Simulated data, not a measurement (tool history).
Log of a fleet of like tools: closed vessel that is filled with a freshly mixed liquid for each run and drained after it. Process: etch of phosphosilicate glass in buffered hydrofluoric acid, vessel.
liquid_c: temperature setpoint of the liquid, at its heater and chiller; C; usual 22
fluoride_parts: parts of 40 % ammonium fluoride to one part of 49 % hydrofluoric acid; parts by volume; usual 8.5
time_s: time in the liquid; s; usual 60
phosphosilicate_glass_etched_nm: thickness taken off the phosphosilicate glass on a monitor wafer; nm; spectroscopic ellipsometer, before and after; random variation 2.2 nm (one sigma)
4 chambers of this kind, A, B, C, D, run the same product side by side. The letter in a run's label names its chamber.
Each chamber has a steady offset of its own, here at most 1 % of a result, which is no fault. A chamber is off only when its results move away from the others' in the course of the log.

run	hour	liquid_c	fluoride_parts	time_s	read-back film thickness of the phosphosilicate glass reference wafer, read on the same gauge (nm)	phosphosilicate_glass_etched_nm
1B	6.6	22	8.5	60	129.94	302.94
2A	11.7	22	8.5	60	130.01	300.75
3D	20.5	22	8.5	60	129.98	304.78
4C	30.2	22	8.5	60	129.98	299.94
5C	35.7	22	8.5	60	130	302.01
6D	42.9	22	8.5	60	129.99	304.4
7B	53.2	25.5	6	60	129.99	517.29
8A	58.2	25.5	6	60	129.95	521.75
9B	63.5	25.5	6	60	130	520.33
10A	74.1	25.5	6	60	129.98	514.98
11D	81.6	22	8.5	60	130.04	304.15
# hour 84.9: chamber D: hydrofluoric acid flow meter replaced
12C	91.5	22	8.5	60	129.98	302.66
13C	96.5	22	8.5	60	130.07	306.11
14D	106.6	22	8.5	35	129.96	176.24
15A	112.2	22	8.5	35	130.05	175.76
16B	118.5	22	8.5	35	130.01	178.41
# hour 121.4: chamber B: thermometer replaced
17D	127.1	22	8.5	35	130	179.1
18A	137.1	22	8.5	60	130	301.56
19B	145.6	22	8.5	60	129.96	307.57
20C	151.4	22	8.5	50	129.95	258.3
21B	159.4	22	8.5	50	130.01	253.3
22D	169.2	22	8.5	50	129.99	254.34
23C	178	22	8.5	50	129.96	256.19
24A	188.2	22	8.5	60	129.99	301.87

Next, every chamber runs the same settings. What will each give?
25A	196	22	8.5	75		?
25B	196	22	8.5	75		?
25C	196	22	8.5	75		?
25D	196	22	8.5	75		?

run	phosphosilicate_glass_etched_nm
25A	377.08
25B	381.57
25C	382.57
25D	378.92
